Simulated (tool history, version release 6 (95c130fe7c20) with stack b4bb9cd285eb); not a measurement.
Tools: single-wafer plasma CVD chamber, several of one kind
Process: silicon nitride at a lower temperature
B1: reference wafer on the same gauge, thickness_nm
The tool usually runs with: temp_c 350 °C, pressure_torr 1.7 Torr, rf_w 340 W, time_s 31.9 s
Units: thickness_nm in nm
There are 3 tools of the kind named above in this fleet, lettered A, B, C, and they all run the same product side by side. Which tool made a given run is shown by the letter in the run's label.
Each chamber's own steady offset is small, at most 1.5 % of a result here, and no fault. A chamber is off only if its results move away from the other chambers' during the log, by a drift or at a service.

Run 1C, hour 15.5: usual settings; B1 38.701. Result: thickness_nm 41.760 nm.
Run 2B, hour 28.6: usual settings; B1 38.683. Result: thickness_nm 41.221 nm.
Run 3A, hour 40.4: usual settings; B1 38.696. Result: thickness_nm 41.299 nm.
Run 4A, hour 47.7: usual settings; B1 38.681. Result: thickness_nm 41.286 nm.
Run 5C, hour 60.1: usual settings but rf_w 400 W, time_s 35.6 s; B1 38.676. Result: thickness_nm 51.596 nm.
Run 6B, hour 70.4: usual settings but rf_w 400 W, time_s 35.6 s; B1 38.684. Result: thickness_nm 51.009 nm.
Run 7B, hour 83.3: usual settings but rf_w 400 W, time_s 35.6 s; B1 38.678. Result: thickness_nm 50.963 nm.
Run 8C, hour 94.3: usual settings; B1 38.661. Result: thickness_nm 41.766 nm.
Run 9A, hour 105.1: usual settings but temp_c 343 °C, time_s 35.0 s; B1 38.657. Result: thickness_nm 45.357 nm.
Run 10C, hour 115.0: usual settings but temp_c 343 °C, time_s 35.0 s; B1 38.649. Result: thickness_nm 45.907 nm.
Run 11A, hour 126.6: usual settings but temp_c 343 °C, time_s 35.0 s; B1 38.654. Result: thickness_nm 45.442 nm.
Run 12B, hour 134.2: usual settings; B1 38.657. Result: thickness_nm 41.240 nm.
Run 13A, hour 146.9: usual settings; B1 38.640. Result: thickness_nm 41.382 nm.
Run 14B, hour 157.2: usual settings but temp_c 344 °C, time_s 26.5 s; B1 38.630. Result: thickness_nm 34.355 nm.
Run 15C, hour 167.2: usual settings but temp_c 344 °C, time_s 26.5 s; B1 38.648. Result: thickness_nm 34.829 nm.
Run 16C, hour 179.3: usual settings but temp_c 344 °C, time_s 26.5 s; B1 38.634. Result: thickness_nm 34.704 nm.
Run 17A, hour 191.7: usual settings; B1 38.621. Result: thickness_nm 41.190 nm.
Run 18B, hour 206.4: usual settings; B1 38.621. Result: thickness_nm 41.140 nm.
Run 19B, hour 215.9: usual settings but rf_w 290 W, time_s 28.7 s; B1 38.614. Result: thickness_nm 33.364 nm.
Run 20A, hour 225.3: usual settings but rf_w 290 W, time_s 28.7 s; B1 38.610. Result: thickness_nm 33.412 nm.
Run 21C, hour 237.0: usual settings but rf_w 290 W, time_s 28.7 s; B1 38.607. Result: thickness_nm 33.843 nm.
Run 22C, hour 253.1: usual settings but rf_w 370 W, time_s 29.3 s; B1 38.600. Result: thickness_nm 40.382 nm.
Run 23A, hour 261.3: usual settings but rf_w 370 W, time_s 29.3 s; B1 38.603. Result: thickness_nm 40.006 nm.
Run 24B, hour 277.8: usual settings but rf_w 370 W, time_s 29.3 s; B1 38.596. Result: thickness_nm 39.939 nm.
Run 25A, hour 284.9: usual settings; B1 38.581. Result: thickness_nm 41.200 nm.
Run 26B, hour 300.3: usual settings; B1 38.587. Result: thickness_nm 41.063 nm.
Run 27C, hour 314.5: usual settings; B1 38.592. Result: thickness_nm 41.704 nm.
Run 28B, hour 325.0: usual settings; B1 38.564. Result: thickness_nm 41.162 nm.
Run 29A, hour 337.1: usual settings; B1 38.565. Result: thickness_nm 41.125 nm.
At hour 341.2: chamber A: thermocouple changed; heater temperature recalibrated.
Run 30C, hour 348.9: usual settings; B1 38.557. Result: thickness_nm 41.664 nm.
At hour 349.0: chamber A: RF generator calibrated.
Run 31B, hour 364.0: usual settings; B1 38.567. Result: thickness_nm 41.133 nm.
Run 32A, hour 379.3: usual settings; B1 38.548. Result: thickness_nm 41.156 nm.
Run 33C, hour 393.8: usual settings; B1 38.547. Result: thickness_nm 41.654 nm.
Run 34A, hour 404.5: usual settings; B1 38.542. Result: thickness_nm 41.271 nm.
At hour 408.5: chamber C: capacitance manometer re-zeroed and calibrated.
Run 35B, hour 419.0: usual settings; B1 38.536. Result: thickness_nm 41.126 nm.
Run 36C, hour 426.2: usual settings; B1 38.542. Result: thickness_nm 41.670 nm.
Run 37B, hour 436.4: usual settings; B1 38.542. Result: thickness_nm 41.059 nm.
Run 38C, hour 452.4: usual settings; B1 38.538. Result: thickness_nm 41.652 nm.

Predict what each chamber gives when all 3 of them run the settings below next.
Run 39A, hour 464.3: usual settings but temp_c 358 °C. Result: thickness_nm ?.
Run 39B, hour 464.3: usual settings but temp_c 358 °C. Result: thickness_nm ?.
Run 39C, hour 464.3: usual settings but temp_c 358 °C. Result: thickness_nm ?.

run  thickness_nm
39A        41.003
39B        40.910
39C        41.497

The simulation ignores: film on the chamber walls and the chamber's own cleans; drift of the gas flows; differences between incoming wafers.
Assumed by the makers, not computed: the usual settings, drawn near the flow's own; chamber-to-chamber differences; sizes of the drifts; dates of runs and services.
